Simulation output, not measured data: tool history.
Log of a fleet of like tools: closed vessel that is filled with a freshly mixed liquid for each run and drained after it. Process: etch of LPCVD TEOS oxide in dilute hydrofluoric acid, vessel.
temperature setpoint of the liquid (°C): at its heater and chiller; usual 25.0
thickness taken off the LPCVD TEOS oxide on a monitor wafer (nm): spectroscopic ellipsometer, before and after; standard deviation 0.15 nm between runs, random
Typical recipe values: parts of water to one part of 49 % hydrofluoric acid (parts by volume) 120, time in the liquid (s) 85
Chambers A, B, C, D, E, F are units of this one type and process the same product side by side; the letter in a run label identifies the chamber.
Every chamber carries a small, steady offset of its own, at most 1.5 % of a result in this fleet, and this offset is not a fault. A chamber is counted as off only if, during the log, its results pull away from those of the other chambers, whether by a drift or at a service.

| run | hour | temperature setpoint of the liquid (°C) | parts of water to one part of 49 % hydrofluoric acid (parts by volume) | time in the liquid (s) | read-back film thickness of the LPCVD TEOS oxide reference wafer, read on the same gauge (nm) | thickness taken off the LPCVD TEOS oxide on a monitor wafer (nm) |
|---|---|---|---|---|---|---|
|  | 6.4 | chamber C: thermometer replaced |
| 1F | 8.3 | 25.0 | 120 | 85 | 99.956 | 15.7710 |
| 2A | 18.9 | 25.0 | 120 | 85 | 100.010 | 15.6100 |
| 3E | 28.5 | 25.0 | 120 | 85 | 100.020 | 15.5690 |
| 4D | 37.7 | 25.0 | 120 | 85 | 100.020 | 15.5400 |
| 5C | 43.8 | 25.0 | 160 | 85 | 100.030 | 11.4840 |
| 6B | 51.8 | 25.0 | 160 | 85 | 100.020 | 11.0180 |
| 7D | 59.7 | 25.0 | 160 | 85 | 99.986 | 11.2390 |
|  | 61.3 | chamber B: thermometer replaced |
| 8E | 65.4 | 25.0 | 160 | 85 | 99.991 | 11.0930 |
| 9B | 75.3 | 25.0 | 160 | 85 | 99.982 | 11.0650 |
| 10A | 83.4 | 25.0 | 160 | 85 | 100.040 | 11.2270 |
| 11C | 92.9 | 25.0 | 120 | 85 | 100.030 | 15.5200 |
| 12F | 99.2 | 25.0 | 120 | 85 | 100.020 | 15.4620 |
| 13E | 108.7 | 25.0 | 120 | 85 | 100.020 | 15.5390 |
|  | 110.9 | chamber D: hydrofluoric acid flow meter replaced |
| 14A | 118.6 | 22.0 | 120 | 115 | 99.998 | 18.7000 |
| 15D | 129.8 | 22.0 | 120 | 115 | 100.000 | 19.0800 |
|  | 131.0 | chamber B: hydrofluoric acid flow meter replaced |
| 16B | 136.3 | 22.0 | 120 | 115 | 99.988 | 18.9860 |
| 17C | 146.5 | 22.0 | 120 | 115 | 99.955 | 18.9390 |
| 18F | 153.6 | 22.0 | 120 | 115 | 100.010 | 19.0640 |
| 19D | 164.3 | 22.0 | 120 | 115 | 99.995 | 18.8630 |
| 20C | 171.6 | 25.0 | 120 | 85 | 100.030 | 15.3890 |
| 21E | 177.7 | 25.0 | 120 | 85 | 100.060 | 15.6460 |
| 22F | 183.6 | 25.0 | 120 | 85 | 100.060 | 15.9800 |
| 23A | 195.8 | 25.0 | 120 | 85 | 99.955 | 15.7070 |
| 24B | 205.3 | 25.0 | 120 | 85 | 100.030 | 15.5170 |
| 25E | 212.0 | 25.0 | 120 | 85 | 100.060 | 15.0870 |
| 26F | 221.4 | 25.0 | 70 | 85 | 100.030 | 28.7670 |
| 27C | 228.0 | 25.0 | 70 | 85 | 99.975 | 28.0490 |
| 28B | 235.6 | 25.0 | 70 | 85 | 99.988 | 28.6430 |
| 29A | 241.4 | 25.0 | 70 | 85 | 100.000 | 28.2710 |
| 30D | 249.3 | 25.0 | 70 | 85 | 100.040 | 28.7030 |
| 31F | 259.9 | 25.0 | 70 | 85 | 100.000 | 28.6120 |
| 32E | 271.1 | 25.0 | 120 | 85 | 100.030 | 15.6530 |
| 33C | 280.5 | 25.0 | 120 | 85 | 99.989 | 14.9960 |
| 34A | 289.4 | 25.0 | 120 | 85 | 100.030 | 15.6560 |
| 35B | 301.6 | 25.0 | 120 | 85 | 100.030 | 15.5740 |
|  | 311.2 | chamber E: hydrofluoric acid flow meter replaced |
| 36D | 313.2 | 25.0 | 120 | 85 | 100.010 | 15.7340 |
| 37F | 324.4 | 25.0 | 175 | 85 | 100.000 | 10.2120 |
| 38B | 336.4 | 25.0 | 175 | 85 | 100.010 | 10.0890 |
| 39A | 348.9 | 25.0 | 175 | 85 | 99.963 | 10.0410 |
| 40C | 358.5 | 25.0 | 175 | 85 | 100.060 | 9.3024 |
|  | 364.6 | chamber E: thermometer replaced |
| 41E | 367.8 | 25.0 | 175 | 85 | 100.020 | 10.0620 |

One chamber off, gauge drift, or nothing amiss beyond the chambers' own small offsets? If it is a chamber, which one, and what is the likeliest cause?

It is chamber C that slowly wanders off from its peers.
Most likely cause: hydrofluoric acid flow below the setpoint (%) = 6.51.
Not necessarily distinguishable in this log from: liquid colder than its thermometer reads (K).

Chamber C could run next with any of the 4 candidate recipes listed below; each alters the usual settings, and their results appear as question marks. Which one brings its results back in line with what the other chambers deliver on the usual settings?
Maximum distance from the other chambers' mean on the usual settings for a result to count as in line: thickness taken off the LPCVD TEOS oxide on a monitor wafer (nm) 0.5300
| 42C-1 | 377.0 | 23.0 | 120 | 85 |  | ? |
| 42C-2 | 377.0 | 25.0 | 130 | 80 |  | ? |
| 42C-3 | 377.0 | 25.0 | 110 | 90 |  | ? |
| 42C-4 | 377.0 | 27.0 | 120 | 85 |  | ? |

Average result of the remaining chambers running the usual settings: thickness taken off the LPCVD TEOS oxide on a monitor wafer (nm) 15.6620
| run | thickness taken off the LPCVD TEOS oxide on a monitor wafer (nm) |
|---|---|
| 42C-1 | 13.4460 |
| 42C-2 | 12.4560 |
| 42C-3 | 16.9740 |
| 42C-4 | 15.6450 |
42C-4 puts the chamber back in line with the other chambers.
